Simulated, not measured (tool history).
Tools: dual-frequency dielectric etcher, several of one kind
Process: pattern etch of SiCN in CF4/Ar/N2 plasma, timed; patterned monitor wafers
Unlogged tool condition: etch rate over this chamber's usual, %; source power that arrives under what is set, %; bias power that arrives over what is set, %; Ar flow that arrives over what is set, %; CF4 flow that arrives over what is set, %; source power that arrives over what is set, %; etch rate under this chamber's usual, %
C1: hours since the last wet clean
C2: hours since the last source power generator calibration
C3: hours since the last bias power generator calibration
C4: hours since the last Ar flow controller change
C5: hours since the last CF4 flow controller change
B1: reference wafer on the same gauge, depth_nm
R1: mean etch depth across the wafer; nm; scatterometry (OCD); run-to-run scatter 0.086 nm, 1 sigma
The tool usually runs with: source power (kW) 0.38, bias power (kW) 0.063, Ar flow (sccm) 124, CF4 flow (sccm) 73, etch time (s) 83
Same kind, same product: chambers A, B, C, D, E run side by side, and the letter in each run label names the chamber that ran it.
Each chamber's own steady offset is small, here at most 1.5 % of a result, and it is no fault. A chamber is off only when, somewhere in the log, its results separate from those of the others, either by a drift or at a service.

Run 1C, hour 7.1: usual settings; C1 100.1; C2 3689.1; C3 594.4; C4 833.1; C5 93.9; B1 64.484. Result: R1 57.272 nm.
Run 2A, hour 12.8: usual settings; C1 44.2; C2 3148.2; C3 2520.5; C4 61.2; C5 1428.1; B1 64.506. Result: R1 57.246 nm.
Run 3B, hour 20.9: usual settings; C1 166.8; C2 1383.6; C3 1004.1; C4 148.4; C5 1791.3; B1 64.518. Result: R1 57.948 nm.
Run 4E, hour 27.4: usual settings; C1 240.8; C2 996.3; C3 3168.9; C4 527.2; C5 1514.1; B1 64.539. Result: R1 57.963 nm.
Run 5D, hour 32.9: usual settings; C1 113.2; C2 1474.5; C3 163.7; C4 1372.9; C5 4462.1; B1 64.572. Result: R1 57.535 nm.
Run 6E, hour 44.9: usual settings; C1 258.3; C2 1013.8; C3 3186.4; C4 544.7; C5 1531.6; B1 64.57. Result: R1 57.801 nm.
Run 7C, hour 51.1: usual settings; C1 144.1; C2 3733.1; C3 638.4; C4 877.1; C5 137.9; B1 64.58. Result: R1 57.197 nm.
Run 8D, hour 63.1: usual settings; C1 143.4; C2 1504.7; C3 193.9; C4 1403.1; C5 4492.3; B1 64.591. Result: R1 57.598 nm.
Run 9A, hour 72.9: usual settings; C1 104.3; C2 3208.3; C3 2580.6; C4 121.3; C5 1488.2; B1 64.617. Result: R1 57.175 nm.
Run 10B, hour 82.1: usual settings; C1 228; C2 1444.8; C3 1065.3; C4 209.6; C5 1852.5; B1 64.597. Result: R1 57.938 nm.
Run 11D, hour 94: usual settings but source power (kW) 0.31, Ar flow (sccm) 96; C1 174.3; C2 1535.6; C3 224.8; C4 1434; C5 4523.2; B1 64.646. Result: R1 50.219 nm.
Run 12E, hour 100.4: usual settings but source power (kW) 0.31, Ar flow (sccm) 96; C1 313.8; C2 1069.3; C3 3241.9; C4 600.2; C5 1587.1; B1 64.648. Result: R1 50.655 nm.
Run 13A, hour 111.9: usual settings but source power (kW) 0.31, Ar flow (sccm) 96; C1 143.3; C2 3247.3; C3 2619.6; C4 160.3; C5 1527.2; B1 64.66. Result: R1 50.002 nm.
Run 14C, hour 118.9: usual settings but source power (kW) 0.31, Ar flow (sccm) 96; C1 211.9; C2 3800.9; C3 706.2; C4 944.9; C5 205.7; B1 64.671. Result: R1 49.754 nm.
At hour 122.8: chamber E: wet clean of the chamber.
Run 15B, hour 131.1: usual settings but source power (kW) 0.31, Ar flow (sccm) 96; C1 277; C2 1493.8; C3 1114.3; C4 258.6; C5 1901.5; B1 64.697. Result: R1 50.81 nm.
Run 16D, hour 138.9: usual settings; C1 219.2; C2 1580.5; C3 269.7; C4 1478.9; C5 4568.1; B1 64.705. Result: R1 57.869 nm.
Run 17B, hour 146.8: usual settings; C1 292.7; C2 1509.5; C3 1130; C4 274.3; C5 1917.2; B1 64.754. Result: R1 58.245 nm.
Run 18A, hour 158.5: usual settings; C1 189.9; C2 3293.9; C3 2666.2; C4 206.9; C5 1573.8; B1 64.728. Result: R1 57.412 nm.
Run 19C, hour 165.1: usual settings; C1 258.1; C2 3847.1; C3 752.4; C4 991.1; C5 251.9; B1 64.742. Result: R1 57.502 nm.
Run 20E, hour 175.8: usual settings but bias power (kW) 0.049, Ar flow (sccm) 101; C1 53; C2 1144.7; C3 3317.3; C4 675.6; C5 1662.5; B1 64.764. Result: R1 55.154 nm.
Run 21D, hour 185.8: usual settings but bias power (kW) 0.049, Ar flow (sccm) 101; C1 266.1; C2 1627.4; C3 316.6; C4 1525.8; C5 4615; B1 64.751. Result: R1 55.009 nm.
Run 22C, hour 195.8: usual settings but bias power (kW) 0.049, Ar flow (sccm) 101; C1 288.8; C2 3877.8; C3 783.1; C4 1021.8; C5 282.6; B1 64.806. Result: R1 54.568 nm.
Run 23A, hour 202.2: usual settings but bias power (kW) 0.049, Ar flow (sccm) 101; C1 233.6; C2 3337.6; C3 2709.9; C4 250.6; C5 1617.5; B1 64.79. Result: R1 54.393 nm.
Run 24E, hour 209.5: usual settings but bias power (kW) 0.049, Ar flow (sccm) 101; C1 86.7; C2 1178.4; C3 3351; C4 709.3; C5 1696.2; B1 64.816. Result: R1 55.144 nm.
At hour 213.5: chamber A: bias power generator calibrated.
Run 25B, hour 217.4: usual settings; C1 363.3; C2 1580.1; C3 1200.6; C4 344.9; C5 1987.8; B1 64.779. Result: R1 58.372 nm.
Run 26E, hour 226.6: usual settings; C1 103.8; C2 1195.5; C3 3368.1; C4 726.4; C5 1713.3; B1 64.827. Result: R1 58.127 nm.
Run 27D, hour 235.9: usual settings; C1 316.2; C2 1677.5; C3 366.7; C4 1575.9; C5 4665.1; B1 64.829. Result: R1 57.973 nm.
Run 28B, hour 247.2: usual settings; C1 393.1; C2 1609.9; C3 1230.4; C4 374.7; C5 2017.6; B1 64.838. Result: R1 58.331 nm.
Run 29C, hour 258.2: usual settings but etch time (s) 70; C1 351.2; C2 3940.2; C3 845.5; C4 1084.2; C5 345; B1 64.842. Result: R1 48.474 nm.
Run 30A, hour 265: usual settings but etch time (s) 70; C1 296.4; C2 3400.4; C3 51.6; C4 313.4; C5 1680.3; B1 64.865. Result: R1 48.495 nm.

One chamber off, gauge drift, or nothing amiss beyond the chambers' own small offsets? If it is a chamber, which one, and what is the likeliest cause?

It is the gauge, not a chamber: its drift shows up in every chamber's results at once, and no chamber is off.
Likeliest cause: gauge reads high (%) = 0.619.

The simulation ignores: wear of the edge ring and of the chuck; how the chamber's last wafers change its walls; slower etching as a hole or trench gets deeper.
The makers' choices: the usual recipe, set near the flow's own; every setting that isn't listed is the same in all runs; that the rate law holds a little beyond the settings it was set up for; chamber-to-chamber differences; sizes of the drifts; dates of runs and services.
